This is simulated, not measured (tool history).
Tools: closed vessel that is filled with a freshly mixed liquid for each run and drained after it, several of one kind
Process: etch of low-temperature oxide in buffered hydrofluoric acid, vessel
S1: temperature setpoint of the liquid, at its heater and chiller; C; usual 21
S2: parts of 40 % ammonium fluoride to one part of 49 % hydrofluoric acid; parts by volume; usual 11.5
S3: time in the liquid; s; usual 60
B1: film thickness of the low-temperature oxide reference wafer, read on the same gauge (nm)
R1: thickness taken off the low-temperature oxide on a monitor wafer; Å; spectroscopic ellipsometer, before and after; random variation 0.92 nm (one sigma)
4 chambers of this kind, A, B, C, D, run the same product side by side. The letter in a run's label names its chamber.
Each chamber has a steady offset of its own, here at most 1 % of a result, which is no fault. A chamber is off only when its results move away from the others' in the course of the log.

{"run": "1B", "hour": 3.7, "S1": 21, "S2": 11.5, "S3": 60, "B1": 80, "R1": 1071.3}
{"run": "2D", "hour": 6.4, "S1": 21, "S2": 11.5, "S3": 60, "B1": 80.029, "R1": 1075.5}
{"run": "3A", "hour": 11.0, "S1": 21, "S2": 11.5, "S3": 60, "B1": 79.968, "R1": 1079.9}
{"run": "4C", "hour": 13.8, "S1": 21, "S2": 11.5, "S3": 60, "B1": 80.002, "R1": 1057.9}
{"run": "5B", "hour": 18.3, "S1": 21, "S2": 11.5, "S3": 60, "B1": 80.018, "R1": 1075.3}
{"run": "6A", "hour": 21.3, "S1": 21, "S2": 11.5, "S3": 60, "B1": 80, "R1": 1064.6}
{"run": "7D", "hour": 24.5, "S1": 25, "S2": 14.5, "S3": 60, "B1": 80.005, "R1": 1051.5}
{"run": "8C", "hour": 27.8, "S1": 25, "S2": 14.5, "S3": 60, "B1": 79.975, "R1": 1070.3}
{"run": "9A", "hour": 31.4, "S1": 25, "S2": 14.5, "S3": 60, "B1": 79.995, "R1": 1059.5}
{"run": "10B", "hour": 36.3, "S1": 25, "S2": 14.5, "S3": 60, "B1": 79.989, "R1": 1077.4}
{"run": "11D", "hour": 41.4, "S1": 21, "S2": 9, "S3": 60, "B1": 79.998, "R1": 1287.5}
{"run": "12C", "hour": 46.7, "S1": 21, "S2": 9, "S3": 60, "B1": 80.033, "R1": 1312.7}
{"run": "13B", "hour": 51.3, "S1": 21, "S2": 9, "S3": 60, "B1": 80.016, "R1": 1315.4}
{"run": "14A", "hour": 54.3, "S1": 21, "S2": 9, "S3": 60, "B1": 79.994, "R1": 1304.4}
{"run": "15C", "hour": 59.3, "S1": 21, "S2": 10, "S3": 60, "B1": 79.99, "R1": 1224.3}
{"run": "16D", "hour": 61.6, "S1": 21, "S2": 10, "S3": 60, "B1": 80.04, "R1": 1218.7}
{"run": "17A", "hour": 64.8, "S1": 21, "S2": 10, "S3": 60, "B1": 80.003, "R1": 1242.8}
{"run": "18D", "hour": 67.4, "S1": 21, "S2": 10, "S3": 60, "B1": 79.99, "R1": 1205.3}
{"run": "19C", "hour": 72.3, "S1": 21, "S2": 11.5, "S3": 60, "B1": 80.029, "R1": 1089.8}
{"run": "20B", "hour": 77.5, "S1": 18.5, "S2": 11.5, "S3": 80, "B1": 79.968, "R1": 1273.5}
{"run": "21C", "hour": 81.8, "S1": 18.5, "S2": 11.5, "S3": 80, "B1": 79.993, "R1": 1245}
{"run": "22A", "hour": 86.1, "S1": 18.5, "S2": 11.5, "S3": 80, "B1": 80.002, "R1": 1234.8}
{"run": "23B", "hour": 89.1, "S1": 18.5, "S2": 11.5, "S3": 80, "B1": 79.994, "R1": 1254.9}
{"run": "24D", "hour": 94.0, "S1": 21, "S2": 11.5, "S3": 60, "B1": 80.001, "R1": 1070.9}
{"run": "25C", "hour": 99.0, "S1": 21, "S2": 11.5, "S3": 60, "B1": 79.968, "R1": 1073.3}
{"run": "26A", "hour": 102.9, "S1": 21, "S2": 11.5, "S3": 60, "B1": 79.962, "R1": 1068.1}
{"run": "27D", "hour": 105.4, "S1": 21, "S2": 11.5, "S3": 60, "B1": 80.001, "R1": 1071.2}
{"run": "28B", "hour": 108.3, "S1": 21, "S2": 11.5, "S3": 60, "B1": 80.018, "R1": 1087}
{"run": "29D", "hour": 112.3, "S1": 21, "S2": 11.5, "S3": 60, "B1": 79.99, "R1": 1057.8}
{"run": "30C", "hour": 115.2, "S1": 21, "S2": 11.5, "S3": 60, "B1": 80.006, "R1": 1089.9}
{"run": "31B", "hour": 119.7, "S1": 21, "S2": 11.5, "S3": 60, "B1": 79.997, "R1": 1074.8}
{"run": "32A", "hour": 124.4, "S1": 21, "S2": 11.5, "S3": 60, "B1": 80.005, "R1": 1088.6}
{"run": "33C", "hour": 129.4, "S1": 21, "S2": 11.5, "S3": 60, "B1": 80.02, "R1": 1082.4}
{"hour": 129.8, "done": "chamber C: hydrofluoric acid flow meter replaced"}
{"run": "34D", "hour": 133.8, "S1": 21, "S2": 11.5, "S3": 60, "B1": 80.029, "R1": 1054.5}
{"run": "35B", "hour": 137.5, "S1": 21, "S2": 11.5, "S3": 60, "B1": 79.996, "R1": 1093.7}
{"run": "36A", "hour": 141.9, "S1": 26, "S2": 11.5, "S3": 90, "B1": 80.015, "R1": 2122.9}
{"run": "37C", "hour": 144.7, "S1": 26, "S2": 11.5, "S3": 90, "B1": 79.981, "R1": 2117.6}
{"run": "38D", "hour": 148.2, "S1": 26, "S2": 11.5, "S3": 90, "B1": 80.035, "R1": 2120.3}
{"run": "39B", "hour": 152.1, "S1": 26, "S2": 11.5, "S3": 90, "B1": 79.964, "R1": 2129.5}
{"run": "40A", "hour": 154.4, "S1": 21, "S2": 11.5, "S3": 60, "B1": 80.011, "R1": 1076.4}
{"run": "41D", "hour": 159.5, "S1": 21, "S2": 11.5, "S3": 60, "B1": 79.971, "R1": 1068.1}
{"run": "42A", "hour": 163.1, "S1": 21, "S2": 11.5, "S3": 60, "B1": 79.959, "R1": 1074}
{"run": "43C", "hour": 167.5, "S1": 23.5, "S2": 11.5, "S3": 60, "B1": 79.99, "R1": 1230}
{"run": "44B", "hour": 170.0, "S1": 23.5, "S2": 11.5, "S3": 60, "B1": 79.981, "R1": 1233.7}

All 4 chambers run these settings next. Forecast each chamber's results:
{"run": "45A", "hour": 173.8, "S1": 21, "S2": 11.5, "S3": 60, "R1": "?"}
{"run": "45B", "hour": 173.8, "S1": 21, "S2": 11.5, "S3": 60, "R1": "?"}
{"run": "45C", "hour": 173.8, "S1": 21, "S2": 11.5, "S3": 60, "R1": "?"}
{"run": "45D", "hour": 173.8, "S1": 21, "S2": 11.5, "S3": 60, "R1": "?"}

run=45A R1=1063.3
run=45B R1=1079.5
run=45C R1=1066
run=45D R1=1074.3
